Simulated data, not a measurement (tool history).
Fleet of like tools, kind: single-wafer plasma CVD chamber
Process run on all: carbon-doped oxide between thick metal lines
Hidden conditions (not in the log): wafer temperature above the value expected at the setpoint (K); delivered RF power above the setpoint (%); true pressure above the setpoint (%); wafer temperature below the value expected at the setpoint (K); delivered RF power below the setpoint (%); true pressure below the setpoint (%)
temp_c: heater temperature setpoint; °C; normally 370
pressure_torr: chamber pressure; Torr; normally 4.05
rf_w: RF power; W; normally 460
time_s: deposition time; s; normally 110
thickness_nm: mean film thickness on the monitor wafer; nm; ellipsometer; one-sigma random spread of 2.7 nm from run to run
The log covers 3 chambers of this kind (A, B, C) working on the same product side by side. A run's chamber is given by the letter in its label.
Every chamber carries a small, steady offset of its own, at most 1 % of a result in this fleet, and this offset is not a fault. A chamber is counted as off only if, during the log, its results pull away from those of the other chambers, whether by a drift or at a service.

run	hour	temp_c	pressure_torr	rf_w	time_s	hours since the last thermocouple change	hours since the last RF generator calibration	hours since the last manometer calibration	read-back reference wafer on the same gauge, thickness_nm	thickness_nm
1B	12	370	4.05	460	110	1108.9	1532.2	1846.7	541.95	489
2A	26.5	370	4.05	460	110	1190.2	1197	1545.1	541.51	479.5
3C	33	370	4.05	460	110	1440	233	1152.1	541.31	488.05
4C	44.1	370	4.05	460	110	1451.1	244.1	1163.2	541.44	488.39
5B	53	370	4.7	425	110	1149.9	1573.2	1887.7	540.25	472.81
6A	62.7	370	4.7	425	110	1226.4	1233.2	1581.3	541.22	467.12
7C	75.9	370	4.7	425	110	1482.9	275.9	1195	540.66	463.93
8B	82.8	370	4.05	460	110	1179.7	1603	1917.5	541	486.57
9A	96	370	4.05	460	110	1259.7	1266.5	1614.6	541.07	481.12
10A	110.4	370	4.05	460	110	1274.1	1280.9	1629	541.13	479.04
11B	118.6	370	4.05	460	110	1215.5	1638.8	1953.3	540.95	493.91
12C	129.5	370	4.05	390	110	1536.5	329.5	1248.6	541.16	426.06
13A	141.6	370	4.05	390	110	1305.3	1312.1	1660.2	541.21	425.44
14C	154.7	370	4.05	390	110	1561.7	354.7	1273.8	541.17	424.54
15B	167.4	370	4.05	460	110	1264.3	1687.6	2002.1	540.12	490.89
16A	181.1	370	4.05	460	110	1344.8	1351.6	1699.7	541.23	478.65
17C	195.9	370	4.05	460	110	1602.9	395.9	1315	540.39	470.74
18B	206.7	370	4.05	460	110	1303.6	1726.9	2041.4	540.97	486.21
19C	216	370	4.05	460	110	1623	416	1335.1	540.72	470.73
# hour 217.3: chamber A: thermocouple changed; heater temperature recalibrated
20A	227.6	370	4.05	460	110	10.3	1398.1	1746.2	541.13	477.27
21B	235.5	370	4.05	380	95	1332.4	1755.7	2070.2	541.62	368.44
22B	248.5	370	4.05	380	95	1345.4	1768.7	2083.2	541.12	365.06
23C	255.5	370	4.05	380	95	1662.5	455.5	1374.6	540.63	349.44

The same settings go to every chamber for the next run, one line per chamber below. Forecast the results for each:
24A	266.1	370	4.05	460	99					?
24B	266.1	370	4.05	460	99					?
24C	266.1	370	4.05	460	99					?

run	thickness_nm
24A	438.27
24B	439.97
24C	420.59
